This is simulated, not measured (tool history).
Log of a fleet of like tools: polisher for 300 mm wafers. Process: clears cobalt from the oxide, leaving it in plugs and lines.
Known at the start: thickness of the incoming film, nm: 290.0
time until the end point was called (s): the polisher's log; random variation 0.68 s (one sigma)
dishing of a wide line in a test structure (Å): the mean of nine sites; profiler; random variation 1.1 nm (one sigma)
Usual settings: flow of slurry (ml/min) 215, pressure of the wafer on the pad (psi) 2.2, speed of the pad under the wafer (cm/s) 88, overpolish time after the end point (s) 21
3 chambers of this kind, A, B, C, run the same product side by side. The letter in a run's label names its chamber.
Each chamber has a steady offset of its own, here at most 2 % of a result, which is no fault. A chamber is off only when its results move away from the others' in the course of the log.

run   hour  flow of slurry (ml/min)  pressure of the wafer on the pad (psi)  speed of the pad under the wafer (cm/s)  overpolish time after the end point (s)  wafers polished on this pad  hours since the slurry nozzle was cleaned  hours since the head pressure was calibrated  time until the end point was called (s)  dishing of a wide line in a test structure (Å)
 1A    6.9                      215                                     2.2                                       88                                       21                          244                                       34.7                                         334.6                                   63.821                                          448.89
        12  -- chamber B: slurry nozzle cleaned
 2C   16.8                      215                                     2.2                                       88                                       21                          542                                      193.9                                         414.8                                   62.615                                          474.68
 3B   25.7                      215                                     2.2                                       88                                       21                          640                                       13.7                                         323.9                                   63.633                                          455.82
 4B   37.8                      215                                     2.2                                       88                                       21                          762                                       25.8                                           336                                   63.801                                          486.37
      44.6  -- chamber C: worn pad replaced by a new one
 5A   47.4                      215                                     2.9                                       88                                       28                          654                                       75.2                                         375.1                                   48.711                                          558.38
 6C   56.7                      215                                     2.9                                       88                                       28                          122                                      233.8                                         454.7                                   48.031                                          571.63
        60  -- chamber B: worn pad replaced by a new one
 7A   64.8                      215                                     2.9                                       88                                       28                          830                                       92.6                                         392.5                                   49.551                                          548.45
 8B   73.4                      215                                     2.2                                       88                                       21                          136                                       61.4                                         371.6                                   62.812                                          451.35
 9C   81.6                      215                                     2.2                                       88                                       21                          375                                      258.7                                         479.6                                    62.68                                          458.96
      84.2  -- chamber C: head pressure recalibrated
      88.4  -- chamber A: head pressure recalibrated
10B   88.8                      215                                     1.9                                       88                                       21                          292                                       76.8                                           387                                   74.191                                          423.88
11C   99.6                      215                                     1.9                                       88                                       21                          557                                      276.7                                          15.4                                   75.049                                          429.86
12A  109.9                      215                                     1.9                                       88                                       21                         1286                                      137.7                                          21.6                                   76.384                                          439.77
13C  122.2                      215                                     2.2                                       88                                       21                          786                                      299.3                                            38                                   64.614                                          459.99
14A  133.1                      215                                     2.2                                       88                                       21                         1521                                      160.9                                          44.8                                   66.139                                          464.28
       138  -- chamber C: worn pad replaced by a new one
15B  141.7                      215                                     2.2                                       88                                       21                          828                                      129.7                                         439.9                                   64.715                                          461.19
16C  151.4                      215                                     2.2                                       88                                       21                          136                                      328.5                                          67.2                                   65.006                                          479.32
17A  163.3                      215                                     2.7                                       88                                       21                         1827                                      191.1                                            75                                   54.832                                          487.73
     165.4  -- chamber B: worn pad replaced by a new one
18B  177.4                      215                                     2.7                                       88                                       21                          121                                      165.4                                         475.6                                   51.628                                          507.23
19A  183.7                      215                                     2.7                                       88                                       21                         2034                                      211.5                                          95.4                                   54.059                                          492.85
20B  194.4                      215                                     2.2                                       88                                       21                          293                                      182.4                                         492.6                                   64.627                                          466.81
21C  204.5                      215                                     2.2                                       88                                       21                          674                                      381.6                                         120.3                                   64.037                                          475.16
22C    217                      215                                     2.2                                       88                                       21                          800                                      394.1                                         132.8                                   65.003                                          483.19
23B    226                      240                                     2.2                                       70                                       21                          613                                        214                                         524.2                                   78.679                                          446.95
     233.5  -- chamber C: worn pad replaced by a new one
24A  237.6                      240                                     2.2                                       70                                       21                         2579                                      265.4                                         149.3                                   84.537                                          411.37
25B    248                      240                                     2.2                                       70                                       21                          836                                        236                                         546.2                                   79.287                                          415.42
26C  254.6                      215                                     2.2                                       88                                       21                          214                                      431.7                                         170.4                                   63.955                                          461.12
27A  264.9                      170                                     2.2                                       88                                       30                         2856                                      292.7                                         176.6                                   72.248                                          506.86
28A  274.4                      170                                     2.2                                       88                                       30                         2952                                      302.2                                         186.1                                   72.014                                          495.49

Is one chamber off against the others, does the gauge drift, or is nothing wrong? If a chamber is off, say which, and what the likeliest cause is.

Chamber A drifts away from the others.
Cause: removal rate lost through wear of the pad, % = 8.96.
The log may not tell that from: slurry flow missing at the pad, %.

Here are 4 candidates for chamber A's next run, each the usual settings with a change, their results left as question marks. Which one brings its results back in line with what the others give on the usual settings?
In line means no further than this from the other chambers' mean on the usual settings: time until the end point was called (s) 2.4; dishing of a wide line in a test structure (Å) 38
29A-1  284.5                      215                                       2                                       80                                       20                                                                                                                                                              ?                                               ?
29A-2  284.5                      220                                     2.4                                       96                                       23                                                                                                                                                              ?                                               ?
29A-3  284.5                      215                                     2.1                                       84                                       20                                                                                                                                                              ?                                               ?
29A-4  284.5                      215                                     2.3                                       92                                       22                                                                                                                                                              ?                                               ?

The other chambers' mean on the usual settings: time until the end point was called (s) 64.008; dishing of a wide line in a test structure (Å) 468.6
  run  time until the end point was called (s)  dishing of a wide line in a test structure (Å)
29A-1                                    84.31                                          405.14
29A-2                                    58.58                                          502.79
29A-3                                   76.544                                          425.47
29A-4                                   63.916                                          479.91
29A-4 brings the chamber back in line.

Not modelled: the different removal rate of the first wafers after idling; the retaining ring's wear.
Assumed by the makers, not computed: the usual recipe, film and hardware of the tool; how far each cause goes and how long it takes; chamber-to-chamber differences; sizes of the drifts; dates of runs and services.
